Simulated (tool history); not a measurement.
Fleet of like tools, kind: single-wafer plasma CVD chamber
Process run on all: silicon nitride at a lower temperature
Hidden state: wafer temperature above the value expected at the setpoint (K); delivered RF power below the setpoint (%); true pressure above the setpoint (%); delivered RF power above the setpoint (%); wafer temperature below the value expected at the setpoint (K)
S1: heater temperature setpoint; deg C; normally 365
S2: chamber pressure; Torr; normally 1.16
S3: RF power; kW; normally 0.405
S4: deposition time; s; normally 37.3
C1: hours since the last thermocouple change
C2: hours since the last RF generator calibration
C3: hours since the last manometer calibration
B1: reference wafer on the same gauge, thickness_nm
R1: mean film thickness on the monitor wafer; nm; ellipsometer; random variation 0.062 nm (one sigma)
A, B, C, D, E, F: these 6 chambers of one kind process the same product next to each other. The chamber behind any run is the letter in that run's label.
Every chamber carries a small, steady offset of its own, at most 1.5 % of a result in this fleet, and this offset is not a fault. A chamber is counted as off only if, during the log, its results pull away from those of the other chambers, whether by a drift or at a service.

run	hour	S1	S2	S3	S4	C1	C2	C3	B1	R1
1F	10.6	365	1.16	0.405	37.3	299.8	488.8	498	53.811	48.18
# hour 14.8: chamber D: capacitance manometer re-zeroed and calibrated
2B	22.2	365	1.16	0.405	37.3	2129.1	439.4	721.6	53.806	47.637
3A	31.1	365	1.16	0.405	37.3	1679.5	569.8	1803.6	53.829	48.035
4C	40.5	365	1.16	0.405	37.3	1668.4	628	195.9	53.829	48.569
# hour 41.8: chamber D: RF generator calibrated
5D	52.5	365	1.16	0.405	37.3	1366.4	10.7	37.8	53.854	48.143
6E	60.3	365	1.16	0.405	37.3	109.3	1304.5	843.4	53.83	48.434
7A	71.6	365	1.16	0.405	37.3	1720	610.3	1844.1	53.852	48.164
8F	81.4	365	1.16	0.405	37.3	370.6	559.6	568.8	53.861	48.224
9B	95.2	374	1.16	0.405	37.3	2202.1	512.4	794.6	53.878	47.483
10C	109.4	374	1.16	0.405	37.3	1737.3	696.9	264.8	53.881	48.483
11D	122.2	374	1.16	0.405	37.3	1436.1	80.4	107.5	53.896	48.068
12E	130.3	374	1.16	0.405	37.3	179.3	1374.5	913.4	53.883	48.313
13C	136.6	374	1.16	0.405	37.3	1764.5	724.1	292	53.904	48.525
14A	150.2	374	1.16	0.405	37.3	1798.6	688.9	1922.7	53.896	47.933
15F	158.4	365	1.16	0.405	37.3	447.6	636.6	645.8	53.909	48.349
16D	168.3	365	1.16	0.405	37.3	1482.2	126.5	153.6	53.917	48.175
17E	179.7	365	0.99	0.455	37.3	228.7	1423.9	962.8	53.94	49.706
18B	190.1	365	0.99	0.455	37.3	2297	607.3	889.5	53.943	48.829
19C	199.7	365	0.99	0.455	37.3	1827.6	787.2	355.1	53.952	49.755
20D	210.1	365	0.99	0.455	37.3	1524	168.3	195.4	53.959	49.247
# hour 211.3: chamber B: thermocouple changed; heater temperature recalibrated
# hour 214.6: chamber E: capacitance manometer re-zeroed and calibrated
# hour 216.4: chamber A: capacitance manometer re-zeroed and calibrated
21B	217.4	365	0.99	0.455	37.3	6.1	634.6	916.8	53.947	48.84
22A	231.3	365	0.99	0.455	37.3	1879.7	770	14.9	53.969	49.288
23F	244	365	1.16	0.405	37.3	533.2	722.2	731.4	53.996	48.426
24E	257.9	365	1.16	0.405	37.3	306.9	1502.1	43.4	53.98	48.488
25F	268.4	365	1.16	0.405	37.3	557.6	746.6	755.8	53.975	48.413
26E	277.2	365	1.16	0.405	37.3	326.2	1521.4	62.7	53.977	48.543
27B	290.9	365	1.16	0.405	37.3	79.6	708.1	990.3	54.004	47.822
28A	305.1	365	1.16	0.405	37.3	1953.5	843.8	88.7	54.032	48.33
# hour 313.4: chamber B: capacitance manometer re-zeroed and calibrated
29D	315.5	365	1.16	0.405	37.3	1629.4	273.7	300.8	54.032	48.182
30C	328.6	365	1.16	0.405	37.3	1956.5	916.1	484	54.032	48.749
31F	335	365	1.16	0.405	37.3	624.2	813.2	822.4	54.041	48.56
32A	347.3	365	1.16	0.405	37.3	1995.7	886	130.9	54.041	48.284
33D	358.3	365	1.16	0.405	37.3	1672.2	316.5	343.6	54.045	48.27
34B	367.1	365	1.16	0.405	37.3	155.8	784.3	53.7	54.057	47.808
35C	378.9	365	1.16	0.46	37.3	2006.8	966.4	534.3	54.062	52.742
36E	387.4	365	1.16	0.46	37.3	436.4	1631.6	172.9	54.068	52.373

Predict what each chamber gives when all 6 of them run the settings below next.
37A	397.7	365	1.16	0.405	37.3					?
37B	397.7	365	1.16	0.405	37.3					?
37C	397.7	365	1.16	0.405	37.3					?
37D	397.7	365	1.16	0.405	37.3					?
37E	397.7	365	1.16	0.405	37.3					?
37F	397.7	365	1.16	0.405	37.3					?

run	R1
37A	48.302
37B	47.927
37C	48.86
37D	48.334
37E	48.606
37F	48.41

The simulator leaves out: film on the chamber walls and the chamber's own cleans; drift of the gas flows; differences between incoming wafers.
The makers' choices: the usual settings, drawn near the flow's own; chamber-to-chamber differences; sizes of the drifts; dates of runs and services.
